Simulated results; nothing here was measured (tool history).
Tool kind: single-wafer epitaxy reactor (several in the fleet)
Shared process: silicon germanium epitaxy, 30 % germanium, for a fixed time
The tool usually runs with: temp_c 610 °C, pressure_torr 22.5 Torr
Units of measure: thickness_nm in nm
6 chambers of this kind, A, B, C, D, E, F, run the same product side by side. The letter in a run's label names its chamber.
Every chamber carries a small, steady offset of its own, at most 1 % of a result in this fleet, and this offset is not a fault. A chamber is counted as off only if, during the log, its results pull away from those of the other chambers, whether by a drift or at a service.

run	hour	temp_c	pressure_torr	read-back reference wafer on the same gauge, thickness_nm	thickness_nm
1E	8.6	610	22.5	81.103	73.973
2B	23.6	610	22.5	81.062	74.533
3A	39.2	610	22.5	81.063	74.254
4C	50.7	610	22.5	81.05	74.519
5D	62.8	610	22.5	81.07	74.281
6F	75.7	623	26.8	81.032	99.008
7C	91.6	623	26.8	81.03	100.08
8F	105.8	623	26.8	81.012	99.1
9A	121.5	623	26.8	81	100.3
10E	131.4	623	26.8	80.986	99.577
11B	147.1	623	26.8	80.977	100.09
12D	161.4	610	22.5	80.966	74.235
13B	172.6	610	22.5	80.967	74.522
14D	187.9	610	22.5	80.956	74.047
15F	200.3	610	22.5	80.927	73.134
16A	210.6	610	22.5	80.922	74.243
17E	224.7	610	22.5	80.906	73.616
# hour 233.9: chamber D: capacitance manometer re-zeroed and calibrated
18C	238.7	624	22.5	80.896	94.919
19F	253.4	624	22.5	80.896	93.69
20C	263.7	624	22.5	80.886	95.001
21B	279.8	624	22.5	80.884	94.926
22D	296	624	22.5	80.856	94.922
23E	303.7	624	22.5	80.85	94.628
24A	313.2	610	22.5	80.843	74.154
25F	322.7	610	22.5	80.838	73.163
26D	333.8	610	22.5	80.842	74.123
27C	343.1	610	22.5	80.842	74.208
28B	351.6	610	22.5	80.789	74.356
29E	365.4	610	22.5	80.823	73.543
30A	375.4	610	22.5	80.793	74.075
31B	390.2	610	22.5	80.791	74.315
32D	405.7	610	22.5	80.791	74.125
33E	421.1	610	22.5	80.752	73.651
34C	433.7	610	22.5	80.755	74.088
35F	443.9	610	22.5	80.742	73.167
36A	452	610	22.5	80.726	74.124

What goes on in this fleet: one chamber off, a drifting gauge, or nothing beyond the chambers' own small offsets? Name the chamber and the cause, if any.

The gauge drifts, so all chambers seem to drift together. No chamber is off.
What lies behind it: gauge reads low (%) = 0.471.
